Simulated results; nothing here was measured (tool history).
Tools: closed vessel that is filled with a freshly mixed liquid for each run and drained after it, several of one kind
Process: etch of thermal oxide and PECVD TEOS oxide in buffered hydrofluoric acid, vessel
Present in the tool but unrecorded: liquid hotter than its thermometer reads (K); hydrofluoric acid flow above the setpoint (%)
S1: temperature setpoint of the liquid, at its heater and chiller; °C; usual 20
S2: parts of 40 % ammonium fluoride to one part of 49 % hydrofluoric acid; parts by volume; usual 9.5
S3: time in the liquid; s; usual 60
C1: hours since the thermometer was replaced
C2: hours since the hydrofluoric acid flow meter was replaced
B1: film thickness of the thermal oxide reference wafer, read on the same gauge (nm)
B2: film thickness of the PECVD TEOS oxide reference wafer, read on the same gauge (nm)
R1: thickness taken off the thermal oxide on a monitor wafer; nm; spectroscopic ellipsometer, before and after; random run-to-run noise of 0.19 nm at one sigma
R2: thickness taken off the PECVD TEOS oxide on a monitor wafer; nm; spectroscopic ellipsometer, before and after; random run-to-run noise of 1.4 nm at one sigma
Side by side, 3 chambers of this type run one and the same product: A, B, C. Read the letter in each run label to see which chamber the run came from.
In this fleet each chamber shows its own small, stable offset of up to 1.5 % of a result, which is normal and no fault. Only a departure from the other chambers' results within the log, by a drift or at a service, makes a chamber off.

| run | hour | S1 | S2 | S3 | C1 | C2 | B1 | B2 | R1 | R2 |
|---|---|---|---|---|---|---|---|---|---|---|
| 1A | 5.1 | 20 | 9.5 | 60 | 962 | 1421.7 | 40.017 | 49.963 | 56.926 | 190.05 |
| 2C | 16.1 | 20 | 9.5 | 60 | 1432.1 | 889.4 | 40.002 | 49.967 | 57.226 | 188.43 |
|  | 23.7 | chamber A: thermometer replaced |
| 3B | 24.4 | 20 | 9.5 | 60 | 549.8 | 1476.7 | 39.993 | 50.01 | 56.783 | 187.24 |
| 4B | 31.5 | 20 | 9.5 | 60 | 556.9 | 1483.8 | 39.948 | 49.983 | 56.548 | 186.5 |
| 5C | 40.8 | 20 | 9.5 | 60 | 1456.8 | 914.1 | 39.967 | 50.044 | 57.408 | 189.33 |
| 6A | 50.4 | 20 | 12.5 | 35 | 26.8 | 1467 | 40.027 | 50.027 | 25.777 | 86.476 |
| 7C | 59 | 20 | 12.5 | 35 | 1475 | 932.3 | 39.962 | 50.034 | 25.89 | 85.579 |
| 8B | 66.2 | 20 | 12.5 | 35 | 591.6 | 1518.5 | 40.01 | 50.032 | 25.924 | 85.27 |
| 9A | 73.1 | 20 | 9.5 | 60 | 49.5 | 1489.7 | 39.961 | 49.97 | 56.528 | 188.25 |
| 10B | 82.5 | 22.5 | 13 | 60 | 607.9 | 1534.8 | 40.017 | 49.991 | 49.142 | 162.49 |
| 11C | 92.6 | 22.5 | 13 | 60 | 1508.6 | 965.9 | 40.02 | 49.975 | 49.534 | 162.7 |
| 12A | 102.7 | 22.5 | 13 | 60 | 79.1 | 1519.3 | 40.027 | 49.985 | 49.069 | 162.16 |
| 13C | 112.6 | 20 | 9.5 | 60 | 1528.6 | 985.9 | 40.036 | 50.001 | 57.625 | 186.96 |
| 14B | 122.3 | 20 | 9.5 | 60 | 647.7 | 1574.6 | 40.015 | 49.948 | 56.953 | 187.79 |
| 15A | 128.9 | 18.5 | 11.5 | 60 | 105.3 | 1545.5 | 40.047 | 49.961 | 44.075 | 147.32 |
| 16C | 139.8 | 18.5 | 11.5 | 60 | 1555.8 | 1013.1 | 39.983 | 50.012 | 44.356 | 147.71 |
| 17A | 146.1 | 18.5 | 11.5 | 60 | 122.5 | 1562.7 | 40.031 | 50.017 | 43.873 | 147.83 |
|  | 154.1 | chamber A: hydrofluoric acid flow meter replaced |
| 18B | 154.1 | 20 | 9.5 | 60 | 679.5 | 1606.4 | 40.015 | 50.009 | 56.797 | 183.29 |
| 19C | 159.3 | 20 | 9.5 | 60 | 1575.3 | 1032.6 | 39.984 | 49.991 | 57.115 | 191.1 |
| 20B | 170.4 | 20 | 9.5 | 60 | 695.8 | 1622.7 | 39.987 | 50.007 | 57.139 | 186.99 |
| 21A | 181.1 | 20 | 9.5 | 60 | 157.5 | 27.1 | 40.001 | 50.046 | 56.441 | 192.38 |
| 22A | 187.4 | 24.5 | 6.5 | 60 | 163.8 | 33.4 | 40.01 | 49.987 | 106.23 | 355.56 |
|  | 191.3 | chamber C: thermometer replaced |
| 23C | 199 | 24.5 | 6.5 | 60 | 7.8 | 1072.3 | 40.021 | 49.979 | 106.77 | 354.23 |
| 24B | 208.7 | 24.5 | 6.5 | 60 | 734.1 | 1661 | 39.98 | 49.985 | 105.06 | 346.62 |
| 25B | 217.1 | 20 | 9.5 | 60 | 742.5 | 1669.4 | 40.031 | 50.006 | 56.793 | 185.09 |
| 26C | 224.6 | 20 | 9.5 | 60 | 33.4 | 1097.9 | 40.043 | 50.021 | 57.161 | 192.18 |

Decide between three cases: one chamber stands off from its peers, the gauge reading all wafers drifts, or nothing is wrong past each chamber's small offset. Where a chamber is off, say which and what most likely put it there.

All chambers stay in line apart from their small fixed offsets, and the gauge does not drift.
